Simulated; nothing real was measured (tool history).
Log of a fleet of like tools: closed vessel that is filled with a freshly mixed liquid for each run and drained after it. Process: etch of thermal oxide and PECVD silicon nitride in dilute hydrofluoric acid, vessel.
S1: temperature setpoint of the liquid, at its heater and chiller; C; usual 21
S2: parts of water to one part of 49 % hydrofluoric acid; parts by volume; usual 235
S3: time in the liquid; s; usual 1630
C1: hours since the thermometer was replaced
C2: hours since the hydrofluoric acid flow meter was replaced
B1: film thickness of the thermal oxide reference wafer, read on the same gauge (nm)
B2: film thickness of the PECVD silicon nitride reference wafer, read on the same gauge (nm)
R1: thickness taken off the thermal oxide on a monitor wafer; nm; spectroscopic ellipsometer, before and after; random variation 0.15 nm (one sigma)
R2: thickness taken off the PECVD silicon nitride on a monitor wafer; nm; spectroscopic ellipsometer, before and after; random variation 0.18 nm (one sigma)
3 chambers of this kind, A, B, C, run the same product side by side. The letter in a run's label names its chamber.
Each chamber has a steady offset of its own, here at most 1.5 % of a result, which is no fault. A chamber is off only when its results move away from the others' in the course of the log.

{"run": "1C", "hour": 5.4, "S1": 21, "S2": 235, "S3": 1630, "C1": 1165.5, "C2": 720.4, "B1": 150, "B2": 59.996, "R1": 26.38, "R2": 32.364}
{"run": "2B", "hour": 10.9, "S1": 21, "S2": 235, "S3": 1630, "C1": 681.6, "C2": 819.6, "B1": 149.99, "B2": 60.012, "R1": 26.698, "R2": 32.827}
{"run": "3A", "hour": 18.0, "S1": 21, "S2": 235, "S3": 1630, "C1": 808.9, "C2": 813.5, "B1": 150, "B2": 60.008, "R1": 26.808, "R2": 32.534}
{"run": "4C", "hour": 24.0, "S1": 21, "S2": 235, "S3": 1630, "C1": 1184.1, "C2": 739, "B1": 150.01, "B2": 60.002, "R1": 26.406, "R2": 32.635}
{"run": "5A", "hour": 28.8, "S1": 21, "S2": 235, "S3": 1630, "C1": 819.7, "C2": 824.3, "B1": 149.99, "B2": 60.011, "R1": 26.748, "R2": 32.482}
{"run": "6B", "hour": 35.2, "S1": 22.5, "S2": 315, "S3": 1630, "C1": 705.9, "C2": 843.9, "B1": 150.03, "B2": 59.991, "R1": 19.529, "R2": 26.959}
{"run": "7A", "hour": 40.6, "S1": 22.5, "S2": 315, "S3": 1630, "C1": 831.5, "C2": 836.1, "B1": 150, "B2": 60.01, "R1": 19.729, "R2": 26.763}
{"run": "8C", "hour": 43.9, "S1": 22.5, "S2": 315, "S3": 1630, "C1": 1204, "C2": 758.9, "B1": 150.01, "B2": 60.005, "R1": 19.359, "R2": 26.931}
{"run": "9B", "hour": 49.5, "S1": 21, "S2": 235, "S3": 1630, "C1": 720.2, "C2": 858.2, "B1": 150.01, "B2": 60.001, "R1": 26.673, "R2": 32.416}
{"run": "10A", "hour": 54.3, "S1": 21, "S2": 235, "S3": 1630, "C1": 845.2, "C2": 849.8, "B1": 150, "B2": 59.996, "R1": 26.868, "R2": 32.499}
{"run": "11C", "hour": 59.6, "S1": 21, "S2": 235, "S3": 1630, "C1": 1219.7, "C2": 774.6, "B1": 150, "B2": 59.994, "R1": 26.356, "R2": 32.611}
{"run": "12B", "hour": 65.7, "S1": 23.5, "S2": 275, "S3": 1630, "C1": 736.4, "C2": 874.4, "B1": 150, "B2": 59.974, "R1": 24.173, "R2": 32.774}
{"run": "13C", "hour": 72.7, "S1": 23.5, "S2": 275, "S3": 1630, "C1": 1232.8, "C2": 787.7, "B1": 149.99, "B2": 60.027, "R1": 23.892, "R2": 32.586}
{"run": "14B", "hour": 79.0, "S1": 23.5, "S2": 275, "S3": 1630, "C1": 749.7, "C2": 887.7, "B1": 150, "B2": 60.023, "R1": 24.137, "R2": 33.116}
{"run": "15A", "hour": 82.2, "S1": 17.5, "S2": 310, "S3": 1630, "C1": 873.1, "C2": 877.7, "B1": 149.98, "B2": 60.008, "R1": 16.641, "R2": 19.706}
{"run": "16A", "hour": 88.0, "S1": 17.5, "S2": 310, "S3": 1630, "C1": 878.9, "C2": 883.5, "B1": 150.01, "B2": 59.991, "R1": 16.741, "R2": 19.856}
{"run": "17C", "hour": 94.8, "S1": 17.5, "S2": 310, "S3": 1630, "C1": 1254.9, "C2": 809.8, "B1": 150.01, "B2": 60.016, "R1": 16.534, "R2": 19.992}
{"run": "18B", "hour": 98.7, "S1": 21, "S2": 235, "S3": 1630, "C1": 769.4, "C2": 907.4, "B1": 149.99, "B2": 59.981, "R1": 26.761, "R2": 32.761}
{"run": "19A", "hour": 102.1, "S1": 21, "S2": 235, "S3": 1630, "C1": 893, "C2": 897.6, "B1": 149.99, "B2": 60.008, "R1": 26.636, "R2": 32.544}
{"run": "20C", "hour": 108.3, "S1": 21, "S2": 310, "S3": 1630, "C1": 1268.4, "C2": 823.3, "B1": 150, "B2": 59.985, "R1": 18.749, "R2": 24.921}
{"run": "21B", "hour": 115.4, "S1": 21, "S2": 310, "S3": 1630, "C1": 786.1, "C2": 924.1, "B1": 150.03, "B2": 60.014, "R1": 19.162, "R2": 25.177}
{"run": "22A", "hour": 118.7, "S1": 21, "S2": 310, "S3": 1630, "C1": 909.6, "C2": 914.2, "B1": 150, "B2": 60.001, "R1": 18.745, "R2": 24.575}
{"run": "23B", "hour": 124.8, "S1": 21, "S2": 235, "S3": 1630, "C1": 795.5, "C2": 933.5, "B1": 150, "B2": 60.028, "R1": 27.09, "R2": 33.181}
{"run": "24C", "hour": 128.7, "S1": 21, "S2": 235, "S3": 1630, "C1": 1288.8, "C2": 843.7, "B1": 149.99, "B2": 60, "R1": 26.181, "R2": 32.672}
{"run": "25C", "hour": 133.3, "S1": 19, "S2": 190, "S3": 1630, "C1": 1293.4, "C2": 848.3, "B1": 150.03, "B2": 60.005, "R1": 31.51, "R2": 35.337}
{"run": "26B", "hour": 139.4, "S1": 19, "S2": 190, "S3": 1630, "C1": 810.1, "C2": 948.1, "B1": 150, "B2": 59.995, "R1": 32.376, "R2": 36.232}
{"run": "27A", "hour": 146.6, "S1": 19, "S2": 190, "S3": 1630, "C1": 937.5, "C2": 942.1, "B1": 150.01, "B2": 59.981, "R1": 32.372, "R2": 34.926}
{"run": "28A", "hour": 153.2, "S1": 21, "S2": 290, "S3": 1630, "C1": 944.1, "C2": 948.7, "B1": 149.97, "B2": 59.994, "R1": 20.7, "R2": 26.572}
{"run": "29B", "hour": 160.4, "S1": 21, "S2": 290, "S3": 1630, "C1": 831.1, "C2": 969.1, "B1": 149.99, "B2": 60.009, "R1": 20.921, "R2": 26.825}
{"run": "30C", "hour": 166.1, "S1": 21, "S2": 290, "S3": 1630, "C1": 1326.2, "C2": 881.1, "B1": 150, "B2": 59.984, "R1": 20.402, "R2": 26.696}
{"run": "31B", "hour": 172.7, "S1": 21, "S2": 235, "S3": 1630, "C1": 843.4, "C2": 981.4, "B1": 150, "B2": 60.006, "R1": 27.239, "R2": 33.152}
{"run": "32C", "hour": 178.3, "S1": 21, "S2": 235, "S3": 1630, "C1": 1338.4, "C2": 893.3, "B1": 150.01, "B2": 60.014, "R1": 26.258, "R2": 32.495}
{"run": "33A", "hour": 185.6, "S1": 21, "S2": 235, "S3": 1630, "C1": 976.5, "C2": 981.1, "B1": 149.99, "B2": 59.978, "R1": 26.875, "R2": 32.755}
{"run": "34B", "hour": 190.3, "S1": 21, "S2": 235, "S3": 1630, "C1": 861, "C2": 999, "B1": 150, "B2": 60.023, "R1": 27.331, "R2": 33.179}
{"run": "35C", "hour": 195.2, "S1": 21, "S2": 235, "S3": 1630, "C1": 1355.3, "C2": 910.2, "B1": 149.99, "B2": 59.995, "R1": 26.283, "R2": 32.854}
{"run": "36A", "hour": 201.8, "S1": 21, "S2": 235, "S3": 1630, "C1": 992.7, "C2": 997.3, "B1": 150.01, "B2": 59.991, "R1": 26.678, "R2": 32.532}
{"run": "37C", "hour": 205.7, "S1": 21, "S2": 235, "S3": 1630, "C1": 1365.8, "C2": 920.7, "B1": 149.99, "B2": 59.999, "R1": 26.277, "R2": 32.58}
{"run": "38A", "hour": 210.5, "S1": 21, "S2": 235, "S3": 1630, "C1": 1001.4, "C2": 1006, "B1": 150, "B2": 60.022, "R1": 26.731, "R2": 32.273}
{"run": "39B", "hour": 215.2, "S1": 21, "S2": 235, "S3": 1630, "C1": 885.9, "C2": 1023.9, "B1": 150.02, "B2": 59.962, "R1": 27.43, "R2": 33.648}
{"run": "40C", "hour": 220.2, "S1": 21, "S2": 235, "S3": 1630, "C1": 1380.3, "C2": 935.2, "B1": 150.01, "B2": 59.975, "R1": 26.336, "R2": 32.602}
{"run": "41B", "hour": 223.5, "S1": 21, "S2": 235, "S3": 1630, "C1": 894.2, "C2": 1032.2, "B1": 150.02, "B2": 60.006, "R1": 27.522, "R2": 33.622}
{"run": "42A", "hour": 230.2, "S1": 21, "S2": 235, "S3": 1630, "C1": 1021.1, "C2": 1025.7, "B1": 149.99, "B2": 59.982, "R1": 26.592, "R2": 32.277}
{"run": "43B", "hour": 234.1, "S1": 21, "S2": 235, "S3": 1630, "C1": 904.8, "C2": 1042.8, "B1": 149.98, "B2": 59.99, "R1": 27.602, "R2": 33.606}

Is one chamber off against the others, does the gauge drift, or is nothing wrong? If a chamber is off, say which, and what the likeliest cause is.

Chamber B drifts away from the others.
Cause: hydrofluoric acid flow above the setpoint (%) = 2.78.

Here are 4 candidates for chamber B's next run, each the usual settings with a change, their results left as question marks. Which one brings its results back in line with what the others give on the usual settings?
In line means no further than this from the other chambers' mean on the usual settings: R1 0.53 nm; R2 0.63 nm
{"run": "44B-1", "hour": 239.3, "S1": 21, "S2": 230, "S3": 1650, "R1": "?", "R2": "?"}
{"run": "44B-2", "hour": 239.3, "S1": 21, "S2": 245, "S3": 1595, "R1": "?", "R2": "?"}
{"run": "44B-3", "hour": 239.3, "S1": 21, "S2": 240, "S3": 1610, "R1": "?", "R2": "?"}
{"run": "44B-4", "hour": 239.3, "S1": 21, "S2": 225, "S3": 1665, "R1": "?", "R2": "?"}

The other chambers' mean on the usual settings: R1 26.556 nm; R2 32.593 nm
run=44B-1 R1=28.668 R2=34.642
run=44B-2 R1=25.628 R2=31.467
run=44B-3 R1=26.54 R2=32.414
run=44B-4 R1=29.722 R2=35.723
44B-3 brings the chamber back in line.
